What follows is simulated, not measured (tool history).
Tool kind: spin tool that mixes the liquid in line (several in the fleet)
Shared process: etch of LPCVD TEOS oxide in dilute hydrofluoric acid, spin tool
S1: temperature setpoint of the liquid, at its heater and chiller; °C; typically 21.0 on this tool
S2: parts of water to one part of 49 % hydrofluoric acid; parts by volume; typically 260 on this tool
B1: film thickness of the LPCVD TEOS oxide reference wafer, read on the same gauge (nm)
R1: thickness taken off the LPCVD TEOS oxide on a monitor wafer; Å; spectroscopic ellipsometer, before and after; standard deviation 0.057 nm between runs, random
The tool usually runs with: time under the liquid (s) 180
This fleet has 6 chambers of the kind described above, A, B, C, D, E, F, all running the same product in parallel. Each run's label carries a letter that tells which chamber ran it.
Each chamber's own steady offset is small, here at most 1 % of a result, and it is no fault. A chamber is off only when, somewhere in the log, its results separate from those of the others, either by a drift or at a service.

{"run": "1F", "hour": 12.7, "S1": 21.0, "S2": 260, "time under the liquid (s)": 180, "B1": 149.99, "R1": 87.518}
{"run": "2B", "hour": 21.7, "S1": 21.0, "S2": 260, "time under the liquid (s)": 180, "B1": 149.97, "R1": 87.891}
{"hour": 31.9, "done": "chamber C: hydrofluoric acid flow meter replaced"}
{"run": "3D", "hour": 35.5, "S1": 21.0, "S2": 260, "time under the liquid (s)": 180, "B1": 149.97, "R1": 88.069}
{"run": "4C", "hour": 45.6, "S1": 21.0, "S2": 260, "time under the liquid (s)": 180, "B1": 149.98, "R1": 86.775}
{"hour": 56.2, "done": "chamber A: hydrofluoric acid flow meter replaced"}
{"run": "5A", "hour": 58.4, "S1": 21.0, "S2": 260, "time under the liquid (s)": 180, "B1": 149.93, "R1": 87.111}
{"run": "6E", "hour": 65.6, "S1": 21.0, "S2": 260, "time under the liquid (s)": 180, "B1": 150.03, "R1": 87.398}
{"hour": 71.3, "done": "chamber B: thermometer replaced"}
{"run": "7D", "hour": 77.6, "S1": 21.0, "S2": 260, "time under the liquid (s)": 180, "B1": 150.03, "R1": 87.496}
{"run": "8A", "hour": 86.9, "S1": 21.0, "S2": 260, "time under the liquid (s)": 180, "B1": 150.02, "R1": 88.171}
{"run": "9F", "hour": 95.2, "S1": 17.5, "S2": 320, "time under the liquid (s)": 180, "B1": 150.0, "R1": 59.275}
{"run": "10E", "hour": 104.7, "S1": 17.5, "S2": 320, "time under the liquid (s)": 180, "B1": 149.99, "R1": 58.428}
{"run": "11B", "hour": 113.9, "S1": 17.5, "S2": 320, "time under the liquid (s)": 180, "B1": 150.03, "R1": 58.929}
{"hour": 117.7, "done": "chamber B: hydrofluoric acid flow meter replaced"}
{"run": "12C", "hour": 125.4, "S1": 17.5, "S2": 320, "time under the liquid (s)": 180, "B1": 149.99, "R1": 59.301}
{"run": "13A", "hour": 132.8, "S1": 17.5, "S2": 320, "time under the liquid (s)": 180, "B1": 150.04, "R1": 59.364}
{"run": "14C", "hour": 142.3, "S1": 17.5, "S2": 320, "time under the liquid (s)": 180, "B1": 150.02, "R1": 58.54}
{"run": "15F", "hour": 154.7, "S1": 19.0, "S2": 170, "time under the liquid (s)": 180, "B1": 149.98, "R1": 135.76}
{"run": "16D", "hour": 164.4, "S1": 19.0, "S2": 170, "time under the liquid (s)": 180, "B1": 150.04, "R1": 135.84}
{"run": "17B", "hour": 174.9, "S1": 19.0, "S2": 170, "time under the liquid (s)": 180, "B1": 150.02, "R1": 135.76}
{"run": "18E", "hour": 185.0, "S1": 19.0, "S2": 170, "time under the liquid (s)": 180, "B1": 150.0, "R1": 137.36}
{"run": "19B", "hour": 197.3, "S1": 19.0, "S2": 170, "time under the liquid (s)": 180, "B1": 149.98, "R1": 135.55}
{"run": "20C", "hour": 205.4, "S1": 19.0, "S2": 170, "time under the liquid (s)": 180, "B1": 149.95, "R1": 136.26}
{"run": "21E", "hour": 215.0, "S1": 23.5, "S2": 260, "time under the liquid (s)": 140, "B1": 149.99, "R1": 74.955}
{"run": "22D", "hour": 224.7, "S1": 23.5, "S2": 260, "time under the liquid (s)": 140, "B1": 150.04, "R1": 75.938}
{"run": "23A", "hour": 235.2, "S1": 23.5, "S2": 260, "time under the liquid (s)": 140, "B1": 150.02, "R1": 75.955}
{"run": "24F", "hour": 246.9, "S1": 23.5, "S2": 260, "time under the liquid (s)": 140, "B1": 150.02, "R1": 75.11}
{"run": "25D", "hour": 254.6, "S1": 23.5, "S2": 260, "time under the liquid (s)": 140, "B1": 149.97, "R1": 75.459}
{"run": "26E", "hour": 264.2, "S1": 23.5, "S2": 260, "time under the liquid (s)": 140, "B1": 150.06, "R1": 73.748}
{"run": "27B", "hour": 272.0, "S1": 21.0, "S2": 260, "time under the liquid (s)": 180, "B1": 149.94, "R1": 87.639}
{"run": "28A", "hour": 280.1, "S1": 21.0, "S2": 260, "time under the liquid (s)": 180, "B1": 150.01, "R1": 88.01}
{"run": "29C", "hour": 293.9, "S1": 21.0, "S2": 260, "time under the liquid (s)": 180, "B1": 150.01, "R1": 89.341}
{"run": "30F", "hour": 305.6, "S1": 21.0, "S2": 260, "time under the liquid (s)": 180, "B1": 150.0, "R1": 88.245}
{"run": "31E", "hour": 313.2, "S1": 21.0, "S2": 260, "time under the liquid (s)": 180, "B1": 149.99, "R1": 86.4}
{"run": "32C", "hour": 321.5, "S1": 21.0, "S2": 260, "time under the liquid (s)": 180, "B1": 150.04, "R1": 89.936}
{"run": "33A", "hour": 329.1, "S1": 21.0, "S2": 260, "time under the liquid (s)": 180, "B1": 150.05, "R1": 88.096}
{"run": "34D", "hour": 342.5, "S1": 21.0, "S2": 260, "time under the liquid (s)": 180, "B1": 149.97, "R1": 88.073}
{"run": "35B", "hour": 355.1, "S1": 21.0, "S2": 260, "time under the liquid (s)": 180, "B1": 149.98, "R1": 87.127}
{"run": "36F", "hour": 369.0, "S1": 21.0, "S2": 260, "time under the liquid (s)": 255, "B1": 149.96, "R1": 124.29}
{"run": "37F", "hour": 375.9, "S1": 21.0, "S2": 260, "time under the liquid (s)": 255, "B1": 150.0, "R1": 124.2}
{"run": "38C", "hour": 384.9, "S1": 21.0, "S2": 260, "time under the liquid (s)": 255, "B1": 150.01, "R1": 127.05}
{"run": "39E", "hour": 399.1, "S1": 21.0, "S2": 260, "time under the liquid (s)": 255, "B1": 149.98, "R1": 123.53}
{"run": "40A", "hour": 406.8, "S1": 21.0, "S2": 260, "time under the liquid (s)": 255, "B1": 150.02, "R1": 124.36}
{"run": "41D", "hour": 415.5, "S1": 21.0, "S2": 260, "time under the liquid (s)": 255, "B1": 150.0, "R1": 123.58}

Decide between three cases: one chamber stands off from its peers, the gauge reading all wafers drifts, or nothing is wrong past each chamber's small offset. Where a chamber is off, say which and what most likely put it there.

Chamber C drifts away from the others.
What lies behind it: liquid hotter than its thermometer reads (K) = 1.03.
It could be hard to tell apart here from: hydrofluoric acid flow above the setpoint (%).

Which of the 4 candidates below, each the usual settings with something changed and its results left as question marks, puts chamber C back in line with what the other chambers give on the usual settings?
Counts as in line when no further than this from what the other chambers average on the usual settings: R1 2.000 Å
{"run": "42C-1", "hour": 426.3, "S1": 21.0, "S2": 260, "time under the liquid (s)": 195, "R1": "?"}
{"run": "42C-2", "hour": 426.3, "S1": 21.0, "S2": 270, "time under the liquid (s)": 175, "R1": "?"}
{"run": "42C-3", "hour": 426.3, "S1": 21.0, "S2": 260, "time under the liquid (s)": 175, "R1": "?"}
{"run": "42C-4", "hour": 426.3, "S1": 21.0, "S2": 255, "time under the liquid (s)": 180, "R1": "?"}

Average result of the remaining chambers running the usual settings: R1 87.745 Å
run=42C-1 R1=98.106
run=42C-2 R1=83.986
run=42C-3 R1=88.044
run=42C-4 R1=92.775
The answer is 42C-3, which returns the chamber to within the allowed miss of the others.

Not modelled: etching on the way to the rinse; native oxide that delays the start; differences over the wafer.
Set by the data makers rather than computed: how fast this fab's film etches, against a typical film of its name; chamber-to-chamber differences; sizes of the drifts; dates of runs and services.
